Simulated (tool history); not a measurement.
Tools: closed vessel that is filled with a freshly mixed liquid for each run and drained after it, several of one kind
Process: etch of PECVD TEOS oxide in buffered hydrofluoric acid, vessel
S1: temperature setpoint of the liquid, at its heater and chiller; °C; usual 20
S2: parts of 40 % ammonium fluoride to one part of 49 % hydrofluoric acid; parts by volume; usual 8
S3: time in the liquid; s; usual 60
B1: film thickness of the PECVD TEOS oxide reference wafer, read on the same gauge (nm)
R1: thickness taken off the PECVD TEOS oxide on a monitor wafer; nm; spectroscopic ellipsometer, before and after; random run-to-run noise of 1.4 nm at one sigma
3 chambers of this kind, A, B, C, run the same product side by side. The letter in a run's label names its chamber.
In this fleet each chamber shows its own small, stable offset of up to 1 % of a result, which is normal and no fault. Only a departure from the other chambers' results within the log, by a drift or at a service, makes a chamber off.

run	hour	S1	S2	S3	B1	R1
1A	7.9	20	8	60	139.96	163.28
2C	16	20	8	60	140	164.97
3B	25.7	20	8	60	139.99	163.12
4B	36.7	20	8	60	139.98	163.67
5A	47.4	20	8	60	139.97	164.38
6C	61.4	20	8	60	139.99	163.94
7C	73.4	20	8	60	140	165.48
8B	81.4	20	8	60	139.98	164.62
9A	94.3	20	8	60	140.01	163.63
10C	107.2	20	8	60	139.99	165.53
11A	119.7	20	8	60	140.01	163.16
12B	129.7	20	8	60	139.99	163.72
13C	141.2	20	8	60	139.94	164.66
# hour 148: chamber A: thermometer replaced
14A	156.8	20	8	60	139.95	164.34
15B	168.2	20	8	60	139.97	163.11
16C	179.7	20	8	60	139.97	166.25
17A	190.7	20	8	60	140.07	165.07
18B	205.8	20	8	60	140.04	164.75
# hour 214.6: chamber B: hydrofluoric acid flow meter replaced
19B	216.2	20	8	60	139.99	162.58
20C	229.7	20	8	70	139.97	195.36
21A	245.2	20	8	70	139.97	193.21
22C	253.5	20	8	70	140.04	194.38
23A	265.4	20	8	60	139.99	164.12
24B	274	20	8	60	140.04	164.52
25B	283.1	20	8	60	139.98	166.18
# hour 288.1: chamber C: thermometer replaced
26A	296.6	18	8	60	139.98	144.98
27C	305.8	18	8	60	139.99	149.82
28A	319.9	18	8	60	139.99	145.26
29B	328.5	17	8	75	140.03	172.65
30C	339.1	17	8	75	140.05	175.33
31C	346.5	17	8	75	139.99	172.82

For the next run the whole fleet of 3 chambers uses the same settings. Give each chamber's results:
32A	357.7	20	8	60		?
32B	357.7	20	8	60		?
32C	357.7	20	8	60		?

run	R1
32A	164.43
32B	165.14
32C	164.26
